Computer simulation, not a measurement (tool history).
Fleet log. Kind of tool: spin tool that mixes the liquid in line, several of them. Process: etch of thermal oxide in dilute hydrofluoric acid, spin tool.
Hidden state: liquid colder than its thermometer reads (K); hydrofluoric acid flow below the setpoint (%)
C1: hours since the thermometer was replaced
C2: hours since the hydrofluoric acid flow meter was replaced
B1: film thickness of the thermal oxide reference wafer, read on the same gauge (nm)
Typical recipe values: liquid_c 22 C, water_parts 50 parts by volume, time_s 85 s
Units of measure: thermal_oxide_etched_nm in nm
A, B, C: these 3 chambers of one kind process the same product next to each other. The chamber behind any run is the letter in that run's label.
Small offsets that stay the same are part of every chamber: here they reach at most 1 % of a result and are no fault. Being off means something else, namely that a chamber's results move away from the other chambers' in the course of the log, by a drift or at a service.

{"run": "1C", "hour": 2.5, "liquid_c": 22, "water_parts": 50, "time_s": 85, "C1": 407.1, "C2": 376.7, "B1": 60.012, "thermal_oxide_etched_nm": 7.3534}
{"run": "2A", "hour": 4.6, "liquid_c": 22, "water_parts": 50, "time_s": 85, "C1": 432.7, "C2": 417.7, "B1": 59.993, "thermal_oxide_etched_nm": 7.401}
{"run": "3B", "hour": 7.5, "liquid_c": 22, "water_parts": 50, "time_s": 85, "C1": 413.5, "C2": 1159, "B1": 60.002, "thermal_oxide_etched_nm": 7.3756}
{"run": "4C", "hour": 11.4, "liquid_c": 22, "water_parts": 50, "time_s": 85, "C1": 416, "C2": 385.6, "B1": 59.989, "thermal_oxide_etched_nm": 7.3087}
{"run": "5A", "hour": 15.5, "liquid_c": 22, "water_parts": 50, "time_s": 85, "C1": 443.6, "C2": 428.6, "B1": 60.028, "thermal_oxide_etched_nm": 7.3591}
{"run": "6B", "hour": 18.0, "liquid_c": 22, "water_parts": 50, "time_s": 85, "C1": 424, "C2": 1169.5, "B1": 59.997, "thermal_oxide_etched_nm": 7.4771}
{"run": "7B", "hour": 21.2, "liquid_c": 22, "water_parts": 50, "time_s": 85, "C1": 427.2, "C2": 1172.7, "B1": 59.986, "thermal_oxide_etched_nm": 7.3644}
{"run": "8C", "hour": 24.3, "liquid_c": 22, "water_parts": 50, "time_s": 85, "C1": 428.9, "C2": 398.5, "B1": 59.996, "thermal_oxide_etched_nm": 7.1915}
{"run": "9A", "hour": 27.9, "liquid_c": 22, "water_parts": 50, "time_s": 85, "C1": 456, "C2": 441, "B1": 59.977, "thermal_oxide_etched_nm": 7.3907}
{"run": "10B", "hour": 31.0, "liquid_c": 22, "water_parts": 50, "time_s": 85, "C1": 437, "C2": 1182.5, "B1": 60.017, "thermal_oxide_etched_nm": 7.5219}
{"run": "11A", "hour": 34.2, "liquid_c": 22, "water_parts": 50, "time_s": 85, "C1": 462.3, "C2": 447.3, "B1": 59.994, "thermal_oxide_etched_nm": 7.3622}
{"run": "12C", "hour": 37.5, "liquid_c": 22, "water_parts": 50, "time_s": 85, "C1": 442.1, "C2": 411.7, "B1": 59.99, "thermal_oxide_etched_nm": 7.0481}
{"run": "13A", "hour": 41.5, "liquid_c": 22, "water_parts": 50, "time_s": 85, "C1": 469.6, "C2": 454.6, "B1": 60.025, "thermal_oxide_etched_nm": 7.3977}
{"run": "14B", "hour": 43.4, "liquid_c": 22, "water_parts": 50, "time_s": 85, "C1": 449.4, "C2": 1194.9, "B1": 59.988, "thermal_oxide_etched_nm": 7.4099}
{"run": "15C", "hour": 45.4, "liquid_c": 22, "water_parts": 50, "time_s": 85, "C1": 450, "C2": 419.6, "B1": 59.977, "thermal_oxide_etched_nm": 7.048}
{"run": "16A", "hour": 48.4, "liquid_c": 26.5, "water_parts": 50, "time_s": 85, "C1": 476.5, "C2": 461.5, "B1": 60.007, "thermal_oxide_etched_nm": 9.0165}
{"run": "17C", "hour": 51.8, "liquid_c": 26.5, "water_parts": 50, "time_s": 85, "C1": 456.4, "C2": 426, "B1": 59.982, "thermal_oxide_etched_nm": 8.2069}
{"run": "18B", "hour": 56.0, "liquid_c": 26.5, "water_parts": 50, "time_s": 85, "C1": 462, "C2": 1207.5, "B1": 59.991, "thermal_oxide_etched_nm": 8.8972}
{"run": "19A", "hour": 59.9, "liquid_c": 22, "water_parts": 50, "time_s": 85, "C1": 488, "C2": 473, "B1": 60.013, "thermal_oxide_etched_nm": 7.2724}
{"run": "20B", "hour": 63.7, "liquid_c": 22, "water_parts": 65, "time_s": 85, "C1": 469.7, "C2": 1215.2, "B1": 59.987, "thermal_oxide_etched_nm": 5.6155}
{"run": "21C", "hour": 67.2, "liquid_c": 22, "water_parts": 65, "time_s": 85, "C1": 471.8, "C2": 441.4, "B1": 59.987, "thermal_oxide_etched_nm": 5.1278}
{"run": "22B", "hour": 69.3, "liquid_c": 22, "water_parts": 65, "time_s": 85, "C1": 475.3, "C2": 1220.8, "B1": 60.011, "thermal_oxide_etched_nm": 5.5367}

What goes on in this fleet: one chamber off, a drifting gauge, or nothing beyond the chambers' own small offsets? Name the chamber and the cause, if any.

It is chamber C that slowly wanders off from its peers.
What lies behind it: hydrofluoric acid flow below the setpoint (%) = 10.3.
With only this log, it may be confused with: liquid colder than its thermometer reads (K).

Chamber C could run next with any of the 4 candidate recipes listed below; each alters the usual settings, and their results appear as question marks. Which one brings its results back in line with what the other chambers deliver on the usual settings?
In line means no further than this from the other chambers' mean on the usual settings: thermal_oxide_etched_nm 0.25 nm
{"run": "23C-1", "hour": 72.3, "liquid_c": 21.5, "water_parts": 60, "time_s": 85, "thermal_oxide_etched_nm": "?"}
{"run": "23C-2", "hour": 72.3, "liquid_c": 22, "water_parts": 45, "time_s": 85, "thermal_oxide_etched_nm": "?"}
{"run": "23C-3", "hour": 72.3, "liquid_c": 22, "water_parts": 50, "time_s": 105, "thermal_oxide_etched_nm": "?"}
{"run": "23C-4", "hour": 72.3, "liquid_c": 19, "water_parts": 50, "time_s": 85, "thermal_oxide_etched_nm": "?"}

Mean of the other chambers on the usual settings: thermal_oxide_etched_nm 7.4217 nm
run=23C-1 thermal_oxide_etched_nm=5.316
run=23C-2 thermal_oxide_etched_nm=7.3594
run=23C-3 thermal_oxide_etched_nm=8.1394
run=23C-4 thermal_oxide_etched_nm=5.7943
The answer is 23C-2, which returns the chamber to within the allowed miss of the others.
